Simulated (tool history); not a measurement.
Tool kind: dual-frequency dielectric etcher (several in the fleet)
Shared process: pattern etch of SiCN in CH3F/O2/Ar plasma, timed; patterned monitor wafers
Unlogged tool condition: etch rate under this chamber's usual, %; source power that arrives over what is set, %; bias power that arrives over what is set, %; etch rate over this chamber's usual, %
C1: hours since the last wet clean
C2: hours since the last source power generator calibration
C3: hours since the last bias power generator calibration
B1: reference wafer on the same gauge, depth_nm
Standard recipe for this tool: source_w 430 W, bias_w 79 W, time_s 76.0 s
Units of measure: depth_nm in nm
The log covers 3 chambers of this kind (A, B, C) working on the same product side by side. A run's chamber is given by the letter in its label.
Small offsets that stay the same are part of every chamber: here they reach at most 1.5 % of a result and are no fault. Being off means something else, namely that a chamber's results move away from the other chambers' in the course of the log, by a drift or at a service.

Run 1A, day 0.492: usual settings; C1 182.2; C2 2693.6; C3 2254.7; B1 29.191. Result: depth_nm 30.125 nm.
Run 2C, day 0.821: usual settings; C1 144.7; C2 711.5; C3 2243.6; B1 29.184. Result: depth_nm 30.255 nm.
At day 0.929: chamber B: source power generator calibrated.
Run 3B, day 1.467: usual settings; C1 429.2; C2 12.9; C3 217.1; B1 29.226. Result: depth_nm 29.975 nm.
Run 4B, day 2.017: usual settings; C1 442.4; C2 26.1; C3 230.3; B1 29.225. Result: depth_nm 30.304 nm.
Run 5C, day 2.462: usual settings but source_w 360 W, bias_w 85 W; C1 184.1; C2 750.9; C3 2283.0; B1 29.184. Result: depth_nm 29.010 nm.
Run 6A, day 3.150: usual settings but source_w 360 W, bias_w 85 W; C1 246.0; C2 2757.4; C3 2318.5; B1 29.189. Result: depth_nm 29.044 nm.
Run 7A, day 3.475: usual settings but source_w 360 W, bias_w 85 W; C1 253.8; C2 2765.2; C3 2326.3; B1 29.226. Result: depth_nm 29.199 nm.
Run 8C, day 3.921: usual settings; C1 219.1; C2 785.9; C3 2318.0; B1 29.207. Result: depth_nm 30.307 nm.
Run 9B, day 4.450: usual settings; C1 500.8; C2 84.5; C3 288.7; B1 29.194. Result: depth_nm 30.106 nm.
Run 10B, day 4.792: usual settings; C1 509.0; C2 92.7; C3 296.9; B1 29.154. Result: depth_nm 29.865 nm.
Run 11C, day 5.129: usual settings; C1 248.1; C2 814.9; C3 2347.0; B1 29.217. Result: depth_nm 30.406 nm.
Run 12A, day 5.658: usual settings; C1 306.2; C2 2817.6; C3 2378.7; B1 29.187. Result: depth_nm 30.134 nm.
Run 13C, day 6.079: usual settings; C1 270.9; C2 837.7; C3 2369.8; B1 29.212. Result: depth_nm 30.320 nm.
Run 14A, day 6.579: usual settings; C1 328.3; C2 2839.7; C3 2400.8; B1 29.227. Result: depth_nm 30.268 nm.
Run 15B, day 7.208: usual settings but source_w 530 W, time_s 61.5 s; C1 567.0; C2 150.7; C3 354.9; B1 29.214. Result: depth_nm 26.346 nm.
Run 16A, day 7.792: usual settings but source_w 530 W, time_s 61.5 s; C1 357.4; C2 2868.8; C3 2429.9; B1 29.202. Result: depth_nm 26.602 nm.
Run 17C, day 8.192: usual settings but source_w 530 W, time_s 61.5 s; C1 321.6; C2 888.4; C3 2420.5; B1 29.220. Result: depth_nm 26.825 nm.
Run 18B, day 8.704: usual settings; C1 602.9; C2 186.6; C3 390.8; B1 29.181. Result: depth_nm 30.005 nm.
Run 19B, day 9.021: usual settings but source_w 380 W, time_s 86.0 s; C1 610.5; C2 194.2; C3 398.4; B1 29.198. Result: depth_nm 32.640 nm.
At day 9.433: chamber A: wet clean of the chamber.
Run 20C, day 9.617: usual settings but source_w 380 W, time_s 86.0 s; C1 355.8; C2 922.6; C3 2454.7; B1 29.215. Result: depth_nm 33.039 nm.
Run 21A, day 9.933: usual settings but source_w 380 W, time_s 86.0 s; C1 12.0; C2 2920.2; C3 2481.3; B1 29.174. Result: depth_nm 32.550 nm.
Run 22B, day 10.346: usual settings; C1 642.3; C2 226.0; C3 430.2; B1 29.177. Result: depth_nm 30.257 nm.
Run 23C, day 10.946: usual settings; C1 387.7; C2 954.5; C3 2486.6; B1 29.211. Result: depth_nm 30.840 nm.
At day 10.988: chamber B: wet clean of the chamber.
Run 24A, day 11.254: usual settings; C1 43.7; C2 2951.9; C3 2513.0; B1 29.206. Result: depth_nm 30.300 nm.
Run 25C, day 11.912: usual settings; C1 410.9; C2 977.7; C3 2509.8; B1 29.197. Result: depth_nm 30.947 nm.
Run 26B, day 12.229: usual settings; C1 29.8; C2 271.2; C3 475.4; B1 29.199. Result: depth_nm 30.039 nm.
Run 27A, day 12.533: usual settings but source_w 520 W, time_s 64.5 s; C1 74.4; C2 2982.6; C3 2543.7; B1 29.216. Result: depth_nm 27.714 nm.
Run 28B, day 12.942: usual settings but source_w 520 W, time_s 64.5 s; C1 46.9; C2 288.3; C3 492.5; B1 29.183. Result: depth_nm 27.362 nm.
Run 29A, day 13.400: usual settings but source_w 520 W, time_s 64.5 s; C1 95.2; C2 3003.4; C3 2564.5; B1 29.213. Result: depth_nm 27.468 nm.
Run 30C, day 13.750: usual settings; C1 455.0; C2 1021.8; C3 2553.9; B1 29.183. Result: depth_nm 31.213 nm.
Run 31C, day 14.367: usual settings; C1 469.8; C2 1036.6; C3 2568.7; B1 29.197. Result: depth_nm 31.178 nm.
Run 32A, day 14.871: usual settings; C1 130.5; C2 3038.7; C3 2599.8; B1 29.185. Result: depth_nm 30.240 nm.
Run 33B, day 15.400: usual settings; C1 105.9; C2 347.3; C3 551.5; B1 29.215. Result: depth_nm 30.024 nm.
Run 34C, day 15.858: usual settings; C1 505.6; C2 1072.4; C3 2604.5; B1 29.190. Result: depth_nm 31.147 nm.
Run 35A, day 16.167: usual settings; C1 161.6; C2 3069.8; C3 2630.9; B1 29.168. Result: depth_nm 30.188 nm.
Run 36B, day 16.638: usual settings; C1 135.6; C2 377.0; C3 581.2; B1 29.211. Result: depth_nm 29.930 nm.
Run 37A, day 17.321: usual settings; C1 189.3; C2 3097.5; C3 2658.6; B1 29.190. Result: depth_nm 30.061 nm.
Run 38B, day 17.892: usual settings; C1 165.7; C2 407.1; C3 611.3; B1 29.241. Result: depth_nm 30.029 nm.

Each of the 3 chambers runs these same settings next. Fill in every chamber's results:
Run 39A, day 18.383: usual settings but bias_w 86 W. Result: depth_nm ?.
Run 39B, day 18.383: usual settings but bias_w 86 W. Result: depth_nm ?.
Run 39C, day 18.383: usual settings but bias_w 86 W. Result: depth_nm ?.

run  depth_nm
39A    31.160
39B    31.092
39C    32.609
